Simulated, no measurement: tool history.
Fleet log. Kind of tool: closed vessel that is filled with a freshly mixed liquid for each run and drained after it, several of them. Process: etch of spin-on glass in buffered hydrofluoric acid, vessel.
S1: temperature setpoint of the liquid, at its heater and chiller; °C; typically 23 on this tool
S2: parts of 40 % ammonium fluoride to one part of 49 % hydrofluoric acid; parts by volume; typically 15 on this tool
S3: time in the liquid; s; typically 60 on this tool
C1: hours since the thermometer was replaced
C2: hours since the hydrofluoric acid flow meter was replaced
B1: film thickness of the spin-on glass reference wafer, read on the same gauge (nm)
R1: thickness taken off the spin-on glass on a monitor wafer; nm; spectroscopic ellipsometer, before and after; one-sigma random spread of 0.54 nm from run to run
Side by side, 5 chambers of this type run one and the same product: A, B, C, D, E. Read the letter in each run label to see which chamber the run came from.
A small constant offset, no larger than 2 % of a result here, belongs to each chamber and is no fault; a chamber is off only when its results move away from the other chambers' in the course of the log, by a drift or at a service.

run   hour    S1  S2  S3      C1      C2      B1      R1
 1B    5.7    23  15  60    77.2   214.5  120.02  90.985
 2C   11.4    23  15  60   135.8   978.9  119.98  91.627
 3E   15.1    23  15  60   298.4   472.3  120.02  94.166
 4D   18.2    23  15  60  1632.1   958.5     120  93.154
 5A   23.4    23  15  60   947.5    32.4  119.98  94.845
 6D   27.9    23  15  60  1641.8   968.2  120.01  92.989
 7E   33.1    23  15  60   316.4   490.3  120.01  92.965
 8C   38.9    23  15  60   163.3  1006.4  120.01  92.146
 9A     44    23  15  60   968.1      53  119.98  95.015
10B   49.2    23  15  60   120.7     258  120.01  91.828
11D   54.4    23  15  60  1668.3   994.7  119.99   92.63
12B   57.5    23  15  60     129   266.3  120.02  92.998
13C   62.8    23  15  60   187.2  1030.3  119.98   92.13
14A   65.8  18.5  15  30   989.9    74.8  120.01  36.337
15E   71.7  18.5  15  30     355   528.9  120.01  36.307
      73.6  -- chamber C: hydrofluoric acid flow meter replaced
16D   76.1  18.5  15  30    1690  1016.4     120  36.301
17B   81.2  18.5  15  30   152.7     290     120  36.377
18A   84.6  18.5  15  30  1008.7    93.6  120.02  36.652
19C   90.3    23  15  60   214.7    16.8     120  91.817
20E   95.6    23  15  60   378.9   552.8  119.99  89.998
21D    100    23  15  60  1713.9  1040.3  120.02  93.073
22B  104.1    23  15  60   175.6   312.9  120.01  92.371
23E  109.8    23  15  60   393.1     567     120  89.491
24A    116    23  15  60  1040.1     125     120  94.304
25C  119.5  26.5  18  60   243.9      46     120  93.474
26E  124.7  26.5  18  60     408   581.9  120.01  88.344
27B  128.3  26.5  18  60   199.8   337.1  119.99  92.981
28D  131.8  26.5  18  60  1745.7  1072.1  120.01  93.769
29C  135.5  26.5  18  60   259.9      62  119.99  93.063
30A  138.5    23  15  60  1062.6   147.5  120.01  94.421
31E  142.6    23  15  60   425.9   599.8  120.03  87.195
32C  145.6    21  15  60     270    72.1  120.01  82.634
33D  148.7    21  15  60  1762.6    1089  120.04  82.464
     149.8  -- chamber A: thermometer replaced
34A  155.1    21  15  60     5.3   164.1  119.98  83.812

Read the log: is a single chamber off, either drifting away or since a service, is the gauge that measures every chamber drifting, or is nothing wrong beyond small per-chamber offsets? Name any odd chamber and what most likely caused it.

It is chamber E that slowly wanders off from its peers.
Most likely cause: hydrofluoric acid flow below the setpoint (%) = 7.9.
The log might look much the same if the cause were instead: liquid colder than its thermometer reads (K).

Which of the 4 candidates below, each the usual settings with something changed and its results left as question marks, puts chamber E back in line with what the other chambers give on the usual settings?
In-line tolerance around the mean of the other chambers on the usual settings: R1 1.9 nm
35E-1  159.7    23    15  65               ?
35E-2  159.7  22.5  15.5  55               ?
35E-3  159.7    23    14  65               ?
35E-4  159.7  21.5    15  60               ?

Average result of the remaining chambers running the usual settings: R1 92.765 nm
  run      R1
35E-1   92.66
35E-2  73.876
35E-3  99.085
35E-4   78.77
35E-1 is the one that brings the chamber's results back in line with the other chambers.
